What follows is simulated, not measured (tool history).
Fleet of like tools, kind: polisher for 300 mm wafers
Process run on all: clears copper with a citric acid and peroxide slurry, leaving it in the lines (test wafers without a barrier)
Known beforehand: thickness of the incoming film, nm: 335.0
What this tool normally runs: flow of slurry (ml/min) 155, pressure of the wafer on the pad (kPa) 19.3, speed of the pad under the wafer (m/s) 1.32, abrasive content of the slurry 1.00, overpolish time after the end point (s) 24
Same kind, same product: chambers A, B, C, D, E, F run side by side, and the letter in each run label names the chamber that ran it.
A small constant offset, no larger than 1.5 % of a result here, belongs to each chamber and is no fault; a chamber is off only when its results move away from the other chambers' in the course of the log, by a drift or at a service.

run	hour	flow of slurry (ml/min)	pressure of the wafer on the pad (kPa)	speed of the pad under the wafer (m/s)	abrasive content of the slurry	overpolish time after the end point (s)	wafers polished on this pad	hours since the slurry nozzle was cleaned	hours since the head pressure was calibrated	hours since the slurry blender was calibrated	time until the end point was called (s)	dishing of a wide line in a test structure (Å)
# hour 2.1: chamber E: worn pad replaced by a new one
1F	6.9	155	19.3	1.32	1.00	24	252	226.9	630.6	22.5	116.31	462.57
2C	14.8	155	19.3	1.32	1.00	24	1056	519.3	531.2	41.6	117.19	465.40
3A	21.3	155	19.3	1.32	1.00	24	571	416.0	330.8	90.4	112.31	469.89
# hour 24.1: chamber E: slurry nozzle cleaned
4E	29.1	155	19.3	1.32	1.00	24	227	5.1	750.2	128.6	112.86	456.91
# hour 29.3: chamber B: slurry blender recalibrated
# hour 31.6: chamber C: worn pad replaced by a new one
5B	36.0	155	19.3	1.32	1.00	13	785	67.9	154.3	6.7	115.31	281.23
6D	44.5	155	19.3	1.32	1.00	13	671	318.4	186.5	71.8	116.59	275.19
# hour 47.6: chamber A: worn pad replaced by a new one
7D	51.2	155	19.3	1.32	1.00	13	728	325.1	193.2	78.5	113.11	270.79
# hour 51.3: chamber D: worn pad replaced by a new one
8B	55.8	155	19.3	1.32	1.00	13	952	87.7	174.1	26.5	116.09	266.12
9F	60.2	155	19.3	1.32	1.00	13	700	280.2	683.9	75.8	117.54	272.45
# hour 63.0: chamber F: worn pad replaced by a new one
10C	67.6	155	19.3	1.32	1.00	13	303	572.1	584.0	94.4	116.37	269.82
# hour 73.4: chamber F: slurry nozzle cleaned
11A	73.9	155	19.3	1.32	1.00	24	221	468.6	383.4	143.0	115.95	468.97
12E	82.1	155	19.3	1.32	1.00	24	672	58.1	803.2	181.6	114.37	465.21
13D	87.3	155	19.3	1.32	1.00	24	302	361.2	229.3	114.6	113.25	456.67
14B	97.1	155	19.3	1.32	1.00	24	1299	129.0	215.4	67.8	116.90	463.74
15F	102.1	155	19.3	1.32	0.75	24	328	28.7	725.8	117.7	121.86	437.73
# hour 105.9: chamber E: slurry blender recalibrated
16C	109.8	155	19.3	1.32	0.75	24	657	614.3	626.2	136.6	125.64	430.33
17E	114.4	155	19.3	1.32	0.75	24	943	90.4	835.5	8.5	119.42	430.08
18A	118.8	155	19.3	1.32	0.75	24	598	513.5	428.3	187.9	123.28	437.43
19A	124.9	155	19.3	1.32	0.75	24	649	519.6	434.4	194.0	120.49	442.92
# hour 128.4: chamber D: head pressure recalibrated
# hour 129.8: chamber A: worn pad replaced by a new one
20D	130.4	155	19.3	1.32	0.75	24	664	404.3	2.1	157.7	122.34	435.99
21C	135.3	155	19.3	1.32	1.00	24	871	639.8	651.7	162.1	119.04	448.73
# hour 138.3: chamber B: worn pad replaced by a new one
22F	140.7	190	19.3	1.32	1.00	24	653	67.3	764.4	156.3	111.59	470.19
# hour 144.9: chamber D: worn pad replaced by a new one
23E	146.1	190	19.3	1.32	1.00	24	1210	122.1	867.2	40.2	110.74	477.12
24B	152.8	190	19.3	1.32	1.00	24	122	184.7	271.1	123.5	111.74	457.03
# hour 153.4: chamber F: worn pad replaced by a new one
# hour 153.6: chamber D: slurry blender recalibrated
# hour 155.7: chamber D: slurry nozzle cleaned
25F	162.3	190	19.3	1.32	1.00	24	74	88.9	786.0	177.9	112.16	471.19
# hour 163.1: chamber A: slurry blender recalibrated
26A	167.2	190	19.3	1.32	1.00	24	314	561.9	476.7	4.2	111.74	465.93
# hour 170.9: chamber C: slurry blender recalibrated
27D	171.6	190	19.3	1.32	1.00	24	224	16.0	43.3	18.1	111.38	476.31
# hour 180.4: chamber B: slurry blender recalibrated
28C	181.3	155	19.3	1.32	1.00	24	1258	685.8	697.7	10.5	124.33	440.67
29B	188.5	155	19.3	1.10	1.00	24	422	220.4	306.8	8.1	140.39	391.95
# hour 190.0: chamber E: worn pad replaced by a new one
30E	198.3	155	19.3	1.10	1.00	24	70	174.3	919.4	92.4	136.96	393.58
# hour 205.1: chamber C: worn pad replaced by a new one
31A	205.3	155	19.3	1.10	1.00	24	634	600.0	514.8	42.3	137.37	393.95
# hour 207.9: chamber A: worn pad replaced by a new one
32F	213.9	155	19.3	1.10	1.00	24	508	140.5	837.6	229.5	136.23	392.26
# hour 214.7: chamber D: worn pad replaced by a new one
33B	222.8	155	19.3	1.10	1.00	24	710	254.7	341.1	42.4	137.05	407.56
# hour 229.2: chamber A: slurry nozzle cleaned
34D	229.5	155	19.3	1.10	1.00	24	124	73.9	101.2	76.0	138.48	398.46
35C	235.2	155	23.4	1.04	1.00	24	253	739.7	751.6	64.4	132.18	416.24
36E	241.6	155	23.4	1.04	1.00	24	433	217.6	962.7	135.7	120.00	453.16
37C	248.9	155	23.4	1.04	1.00	24	368	753.4	765.3	78.1	134.29	406.05
# hour 255.6: chamber F: worn pad replaced by a new one
38D	256.6	155	23.4	1.04	1.00	24	352	101.0	128.3	103.1	119.63	437.56
39F	261.5	155	23.4	1.04	1.00	24	49	188.1	885.2	277.1	120.88	437.21
40B	266.8	155	23.4	1.04	1.00	24	1080	298.7	385.1	86.4	121.39	451.48
41A	272.2	155	19.3	1.32	1.00	24	540	43.1	581.7	109.2	114.44	465.51
42E	278.8	155	19.3	1.32	1.00	24	746	254.8	999.9	172.9	113.52	453.87

Is one chamber off against the others, does the gauge drift, or is nothing wrong? If a chamber is off, say which, and what the likeliest cause is.

Chamber C drifts away from the others.
Likeliest cause: head's pressure below its setpoint, % = 12.
Not necessarily distinguishable in this log from: slurry flow missing at the pad, %.

Which of the 4 candidates below, each the usual settings with something changed and its results left as question marks, puts chamber C back in line with what the other chambers give on the usual settings?
Allowed miss from the other chambers' usual-settings mean, per result, to count as in line: time until the end point was called (s) 4.10; dishing of a wide line in a test structure (Å) 25.00
43C-1	286.1	155	17.9	1.24	1.00	24					?	?
43C-2	286.1	160	22.1	1.48	1.00	24					?	?
43C-3	286.1	155	20.7	1.40	1.00	24					?	?
43C-4	286.1	150	17.2	1.16	1.00	24					?	?

What the other chambers average on the usual settings: time until the end point was called (s) 114.86; dishing of a wide line in a test structure (Å) 459.20
run	time until the end point was called (s)	dishing of a wide line in a test structure (Å)
43C-1	150.23	359.69
43C-2	102.30	498.91
43C-3	115.80	449.88
43C-4	167.62	327.13
The answer is 43C-3, which returns the chamber to within the allowed miss of the others.
